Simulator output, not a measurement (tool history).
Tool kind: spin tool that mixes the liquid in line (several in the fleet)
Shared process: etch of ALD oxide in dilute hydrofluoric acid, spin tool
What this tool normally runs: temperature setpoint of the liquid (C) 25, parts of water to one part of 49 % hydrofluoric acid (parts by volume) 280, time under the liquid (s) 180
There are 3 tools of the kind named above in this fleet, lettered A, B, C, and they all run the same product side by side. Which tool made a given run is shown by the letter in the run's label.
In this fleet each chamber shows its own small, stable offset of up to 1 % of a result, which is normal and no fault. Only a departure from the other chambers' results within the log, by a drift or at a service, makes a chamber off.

run,hour,temperature setpoint of the liquid (C),parts of water to one part of 49 % hydrofluoric acid (parts by volume),time under the liquid (s),hours since the thermometer was replaced,hours since the hydrofluoric acid flow meter was replaced,"read-back film thickness of the ALD oxide reference wafer, read on the same gauge (nm)",thickness taken off the ALD oxide on a monitor wafer (angstrom)
1C,5,25,280,180,644,389,110.02,173.99
2A,9.5,25,280,180,246.8,788.2,110.02,178.08
3B,14.6,25,280,180,1002.3,828.2,110.01,177.01
4B,19.4,25,280,180,1007.1,833,110.03,179.36
5A,23.5,25,280,180,260.8,802.2,110,176.48
6C,26.9,25,280,180,665.9,410.9,110.03,175.81
7B,30.8,25,280,180,1018.5,844.4,110.01,176.67
8A,36.3,25,280,125,273.6,815,110,124.95
9C,41.6,25,280,125,680.6,425.6,110.01,123.5
10B,44.9,25,280,125,1032.6,858.5,109.99,122.85
11C,48,25,280,180,687,432,110,177.61
12A,52.3,25,280,180,289.6,831,109.97,177.37
13C,56,25,280,180,695,440,109.98,177.61
14A,59.8,25,280,180,297.1,838.5,109.97,178.01
15B,63.8,25,280,180,1051.5,877.4,110.01,178.11
16B,68.1,25,280,180,1055.8,881.7,109.98,174.41
17A,72.8,25,280,180,310.1,851.5,109.99,180.61
18C,77.3,25,280,180,716.3,461.3,110.04,177.92
19C,79.7,25,280,180,718.7,463.7,109.98,177.38
20A,82.3,25,280,180,319.6,861,109.99,176.2
21B,85.6,25,280,180,1073.3,899.2,110.01,176.83
22B,89.1,25,280,180,1076.8,902.7,109.98,176.19
23C,93.6,25,280,180,732.6,477.6,109.98,174.09

Does one chamber stand apart from the rest, does the shared gauge drift, or is all well apart from small per-chamber offsets? Give the chamber and the most likely cause, where there is one.

Beyond each chamber's small constant offset nothing stands out, and the gauge stays steady.
